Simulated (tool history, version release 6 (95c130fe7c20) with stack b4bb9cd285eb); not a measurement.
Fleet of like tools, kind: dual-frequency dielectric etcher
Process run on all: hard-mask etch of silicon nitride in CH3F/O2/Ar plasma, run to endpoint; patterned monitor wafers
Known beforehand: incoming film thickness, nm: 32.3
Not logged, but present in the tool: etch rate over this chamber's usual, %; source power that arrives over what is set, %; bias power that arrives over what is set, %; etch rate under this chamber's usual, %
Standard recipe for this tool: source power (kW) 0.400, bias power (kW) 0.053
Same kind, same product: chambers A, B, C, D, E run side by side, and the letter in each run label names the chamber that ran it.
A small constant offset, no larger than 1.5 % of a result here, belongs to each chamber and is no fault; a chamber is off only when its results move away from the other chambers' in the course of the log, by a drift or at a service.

run	hour	source power (kW)	bias power (kW)	hours since the last wet clean	hours since the last source power generator calibration	hours since the last bias power generator calibration	endpoint time (s)
1A	7.4	0.400	0.053	508.7	202.6	1174.5	51.427
2C	13.6	0.400	0.053	101.6	1401.5	2134.0	51.888
3D	21.6	0.400	0.053	76.5	1433.3	231.0	51.548
4B	27.5	0.400	0.053	476.8	882.4	1211.6	51.175
5E	37.2	0.400	0.053	73.2	1538.7	2118.4	52.633
6A	45.4	0.470	0.048	546.7	240.6	1212.5	49.679
# hour 52.2: chamber E: bias power generator calibrated
7D	53.9	0.470	0.048	108.8	1465.6	263.3	50.118
8C	60.3	0.470	0.048	148.3	1448.2	2180.7	50.518
9B	65.9	0.470	0.048	515.2	920.8	1250.0	49.766
10E	70.4	0.470	0.048	106.4	1571.9	18.2	50.585
11B	80.2	0.400	0.053	529.5	935.1	1264.3	51.437
12D	89.3	0.400	0.053	144.2	1501.0	298.7	51.480
13E	93.9	0.320	0.045	129.9	1595.4	41.7	59.858
14A	99.6	0.320	0.045	600.9	294.8	1266.7	58.985
15C	108.0	0.320	0.045	196.0	1495.9	2228.4	59.804
16B	115.3	0.320	0.045	564.6	970.2	1299.4	58.847
17A	121.3	0.320	0.045	622.6	316.5	1288.4	59.436
18C	128.1	0.400	0.053	216.1	1516.0	2248.5	51.943
19E	134.0	0.400	0.053	170.0	1635.5	81.8	52.034
20D	140.7	0.400	0.053	195.6	1552.4	350.1	51.867
21A	147.9	0.470	0.053	649.2	343.1	1315.0	48.413
# hour 149.3: chamber A: wet clean of the chamber
22D	153.0	0.470	0.053	207.9	1564.7	362.4	48.415
23B	160.2	0.470	0.053	609.5	1015.1	1344.3	48.357
24E	164.7	0.470	0.053	200.7	1666.2	112.5	48.903
25C	173.6	0.470	0.053	261.6	1561.5	2294.0	49.376
26C	180.9	0.460	0.041	268.9	1568.8	2301.3	53.574
27D	186.1	0.460	0.041	241.0	1597.8	395.5	53.115
28A	195.3	0.460	0.041	46.1	390.5	1362.4	52.248
29B	201.4	0.460	0.041	650.7	1056.3	1385.5	52.477
30E	211.0	0.460	0.041	247.0	1712.5	158.8	53.597
31E	216.6	0.350	0.053	252.6	1718.1	164.4	55.314
# hour 218.1: chamber B: wet clean of the chamber
32C	223.3	0.350	0.053	311.3	1611.2	2343.7	55.191
33B	228.0	0.350	0.053	9.9	1082.9	1412.1	54.245

Read the log: is a single chamber off, either drifting away or since a service, is the gauge that measures every chamber drifting, or is nothing wrong beyond small per-chamber offsets? Name any odd chamber and what most likely caused it.

Beyond each chamber's small constant offset nothing stands out, and the gauge stays steady.
